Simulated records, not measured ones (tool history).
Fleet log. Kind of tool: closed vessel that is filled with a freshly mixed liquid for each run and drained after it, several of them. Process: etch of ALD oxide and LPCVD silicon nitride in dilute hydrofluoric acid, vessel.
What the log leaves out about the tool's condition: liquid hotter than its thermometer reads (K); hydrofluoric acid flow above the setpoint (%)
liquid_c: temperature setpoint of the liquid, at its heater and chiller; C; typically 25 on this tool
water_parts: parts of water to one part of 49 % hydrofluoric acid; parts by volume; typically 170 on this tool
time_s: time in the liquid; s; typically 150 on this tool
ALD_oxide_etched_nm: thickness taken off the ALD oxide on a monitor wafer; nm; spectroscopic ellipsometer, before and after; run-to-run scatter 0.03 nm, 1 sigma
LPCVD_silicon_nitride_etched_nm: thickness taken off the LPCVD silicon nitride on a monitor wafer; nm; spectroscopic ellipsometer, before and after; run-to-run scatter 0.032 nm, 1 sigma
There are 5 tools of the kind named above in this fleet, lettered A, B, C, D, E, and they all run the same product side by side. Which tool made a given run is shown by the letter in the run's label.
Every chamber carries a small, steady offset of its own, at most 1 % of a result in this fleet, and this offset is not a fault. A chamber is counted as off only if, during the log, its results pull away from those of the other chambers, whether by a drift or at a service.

run   hour  liquid_c  water_parts  time_s  hours since the thermometer was replaced  hours since the hydrofluoric acid flow meter was replaced  read-back film thickness of the ALD oxide reference wafer, read on the same gauge (nm)  read-back film thickness of the LPCVD silicon nitride reference wafer, read on the same gauge (nm)  ALD_oxide_etched_nm  LPCVD_silicon_nitride_etched_nm
 1E   11.3        25          170     150                                    1415.8                                                      414.1                                                                                  79.994                                                                                              150.01                8.322                           0.4432
 2D   19.6        25          170     150                                    1128.3                                                        263                                                                                  80.005                                                                                              150.02               8.3663                          0.48922
 3C   29.8        25          170     150                                       277                                                      375.3                                                                                  79.996                                                                                              149.98               8.2285                          0.51425
 4A   36.1        25          170     150                                    2539.7                                                      344.4                                                                                      80                                                                                              149.98               8.3369                          0.49531
 5B   43.9        27          170     180                                    1726.5                                                     1372.7                                                                                  80.009                                                                                              150.04               10.689                          0.67044
 6D   53.9        27          170     180                                    1162.6                                                      297.3                                                                                  79.988                                                                                              150.01               10.763                          0.65891
      55.7  -- chamber B: hydrofluoric acid flow meter replaced
 7A     62        27          170     180                                    2565.6                                                      370.3                                                                                  80.007                                                                                              150.01               10.767                          0.59551
      70.7  -- chamber C: hydrofluoric acid flow meter replaced
      74.6  -- chamber B: thermometer replaced
 8B   74.8        27          170     180                                       0.3                                                       19.2                                                                                  79.989                                                                                              150.01               10.674                          0.71662
 9E   82.9        27          170     180                                    1487.4                                                      485.7                                                                                  80.001                                                                                              149.98               10.763                          0.61302
10C   89.8        25          170     150                                       337                                                       19.1                                                                                  79.995                                                                                              150.01                8.263                          0.45583
11A   96.2        21          170     185                                    2599.8                                                      404.5                                                                                  80.006                                                                                              149.98                8.804                          0.45522
12D  106.5        21          170     185                                    1215.2                                                      349.9                                                                                  79.993                                                                                              149.97               8.8881                          0.48262
13E  115.7        21          170     185                                    1520.2                                                      518.5                                                                                   80.01                                                                                                 150                8.829                          0.46092
14B  121.6        21          170     185                                      47.1                                                         66                                                                                  80.022                                                                                              149.99               8.6731                          0.43694
15C    130        21          170     185                                     377.2                                                       59.3                                                                                      80                                                                                                 150               8.7572                          0.43181
16B  143.2        25          170     150                                      68.7                                                       87.6                                                                                  79.998                                                                                              150.03                8.224                          0.47966
17E  150.5        25          170     150                                      1555                                                      553.3                                                                                  80.002                                                                                                 150               8.3735                          0.44502
18A  160.7        25          170     150                                    2664.3                                                        469                                                                                  80.001                                                                                                 150               8.3437                          0.51676
19D  170.4      22.5          170     110                                    1279.1                                                      413.8                                                                                  79.994                                                                                              149.98               5.5495                          0.32389
20C  177.8      22.5          170     110                                       425                                                      107.1                                                                                  80.017                                                                                              149.96               5.4907                          0.25179
     182.9  -- chamber D: thermometer replaced
     186.4  -- chamber E: thermometer replaced
21D  186.5      22.5          170     110                                       3.6                                                      429.9                                                                                  80.002                                                                                              150.02               5.5434                          0.32888
22B  197.9      22.5          170     110                                     123.4                                                      142.3                                                                                  79.983                                                                                                 150               5.4773                          0.29556
23E  208.4      22.5          170     110                                        22                                                      611.2                                                                                  80.012                                                                                              149.98               5.5302                          0.28369
24C  219.4        25          170     150                                     466.6                                                      148.7                                                                                  80.008                                                                                              149.98               8.2899                          0.47648
25A  232.6        25          170     150                                    2736.2                                                      540.9                                                                                  79.992                                                                                              150.01               8.4789                          0.52281
26A  240.9        25          170     150                                    2744.5                                                      549.2                                                                                  80.014                                                                                              149.96               8.4885                          0.49543
27E    249        25          170     150                                      62.6                                                      651.8                                                                                  79.994                                                                                                 150               8.2785                          0.50305
28B  255.9        25          170     150                                     181.4                                                      200.3                                                                                  80.003                                                                                              150.04               8.2668                           0.4887
29C  266.4        25          170     150                                     513.6                                                      195.7                                                                                  79.996                                                                                              150.02               8.2456                          0.50456
30D  276.5        25          170     150                                      93.6                                                      519.9                                                                                  79.996                                                                                              150.03               8.3311                          0.46644
31D    289        25          170     150                                     106.1                                                      532.4                                                                                  79.988                                                                                                 150               8.2885                          0.46115
32E  295.6        25          170     150                                     109.2                                                      698.4                                                                                  79.992                                                                                              149.96               8.2628                          0.56024
33B  306.9        25          170     150                                     232.4                                                      251.3                                                                                  79.991                                                                                                 150               8.1924                          0.45944
34C  319.5        25          170     150                                     566.7                                                      248.8                                                                                  80.008                                                                                              150.02               8.2629                          0.53008
35A  332.3        25          170     150                                    2835.9                                                      640.6                                                                                   79.99                                                                                              149.97               8.4871                          0.48667
36B  344.4        25          170     150                                     269.9                                                      288.8                                                                                  79.987                                                                                              150.01               8.2228                          0.47488
37C  352.5        25          170     150                                     599.7                                                      281.8                                                                                  80.007                                                                                              149.96               8.2309                          0.49377
38D  362.5        25          170     150                                     179.6                                                      605.9                                                                                  80.013                                                                                              149.99               8.2595                          0.50495
39A  371.2        25          170     150                                    2874.8                                                      679.5                                                                                  80.002                                                                                              150.02               8.5539                           0.4733
40E    379        25          170     150                                     192.6                                                      781.8                                                                                  79.996                                                                                              150.03               8.3467                          0.47815

For the next run the whole fleet of 5 chambers uses the same settings. Give each chamber's results:
41A  388.5        25          245     150                                                                                                                                                                                                                                                                                                                     ?                                ?
41B  388.5        25          245     150                                                                                                                                                                                                                                                                                                                     ?                                ?
41C  388.5        25          245     150                                                                                                                                                                                                                                                                                                                     ?                                ?
41D  388.5        25          245     150                                                                                                                                                                                                                                                                                                                     ?                                ?
41E  388.5        25          245     150                                                                                                                                                                                                                                                                                                                     ?                                ?

run  ALD_oxide_etched_nm  LPCVD_silicon_nitride_etched_nm
41A               5.5031                          0.32938
41B               5.2723                          0.35146
41C               5.3065                          0.33166
41D               5.3022                          0.32473
41E               5.3487                          0.31184
